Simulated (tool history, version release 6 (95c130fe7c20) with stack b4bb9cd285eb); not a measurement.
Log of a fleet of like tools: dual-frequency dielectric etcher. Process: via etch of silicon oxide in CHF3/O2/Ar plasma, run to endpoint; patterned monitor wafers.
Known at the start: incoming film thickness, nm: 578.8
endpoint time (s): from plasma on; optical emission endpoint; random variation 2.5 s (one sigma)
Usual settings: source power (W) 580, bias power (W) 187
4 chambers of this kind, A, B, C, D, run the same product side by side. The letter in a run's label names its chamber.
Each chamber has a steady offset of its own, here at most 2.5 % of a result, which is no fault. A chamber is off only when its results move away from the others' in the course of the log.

| run | hour | source power (W) | bias power (W) | endpoint time (s) |
|---|---|---|---|---|
| 1A | 8.4 | 580 | 187 | 295.53 |
| 2D | 21.6 | 580 | 187 | 287.72 |
| 3C | 33.5 | 580 | 187 | 288.91 |
| 4B | 46.3 | 580 | 187 | 295.33 |
|  | 48 | chamber A: source power generator calibrated |
| 5D | 57.8 | 580 | 187 | 291.91 |
|  | 59.4 | chamber C: wet clean of the chamber |
|  | 64.2 | chamber A: bias power generator calibrated |
| 6B | 68.1 | 580 | 168 | 304.37 |
| 7A | 78.5 | 580 | 168 | 302.14 |
| 8C | 89.7 | 580 | 168 | 298.18 |
| 9B | 99.8 | 580 | 168 | 305.51 |
| 10D | 106.6 | 580 | 187 | 294.8 |
|  | 114.4 | chamber D: wet clean of the chamber |
| 11A | 116.5 | 580 | 187 | 288.33 |
| 12C | 129 | 580 | 187 | 287.72 |
|  | 136.1 | chamber B: wet clean of the chamber |
| 13A | 137.7 | 580 | 187 | 290.83 |
| 14D | 145 | 640 | 168 | 293.2 |
| 15B | 158.6 | 640 | 168 | 294.07 |
| 16C | 166.2 | 640 | 168 | 286.87 |
| 17C | 172.2 | 640 | 168 | 284.93 |
| 18A | 178.7 | 580 | 187 | 290.88 |
| 19D | 189.5 | 580 | 187 | 294.29 |
| 20B | 201.8 | 580 | 187 | 297.1 |
| 21C | 211.8 | 580 | 187 | 283.28 |
| 22D | 223.3 | 580 | 187 | 294 |
| 23B | 230.4 | 580 | 187 | 293.54 |
| 24A | 237.5 | 580 | 187 | 285.95 |
| 25C | 250.4 | 580 | 187 | 285.78 |
| 26A | 259.9 | 580 | 187 | 287.85 |
| 27D | 266.6 | 580 | 187 | 290.68 |
| 28B | 273.7 | 580 | 187 | 296.19 |
| 29C | 279.8 | 580 | 187 | 288.21 |
| 30B | 288.3 | 580 | 187 | 295.15 |
| 31A | 300.2 | 580 | 224 | 271.51 |
| 32D | 308.9 | 580 | 224 | 277.85 |
| 33A | 319.6 | 580 | 224 | 269.45 |
| 34B | 328 | 580 | 224 | 276.91 |
| 35D | 338.8 | 480 | 187 | 313.57 |
| 36C | 346.2 | 480 | 187 | 308.47 |
|  | 351 | chamber B: source power generator calibrated |
| 37B | 354.3 | 480 | 187 | 313.63 |
| 38D | 367.7 | 480 | 187 | 312.66 |
|  | 372.2 | chamber A: wet clean of the chamber |
| 39A | 374.7 | 580 | 187 | 292.04 |

Is one chamber off against the others, does the gauge drift, or is nothing wrong? If a chamber is off, say which, and what the likeliest cause is.

No chamber stands off beyond its own small offset, and the gauge holds steady.
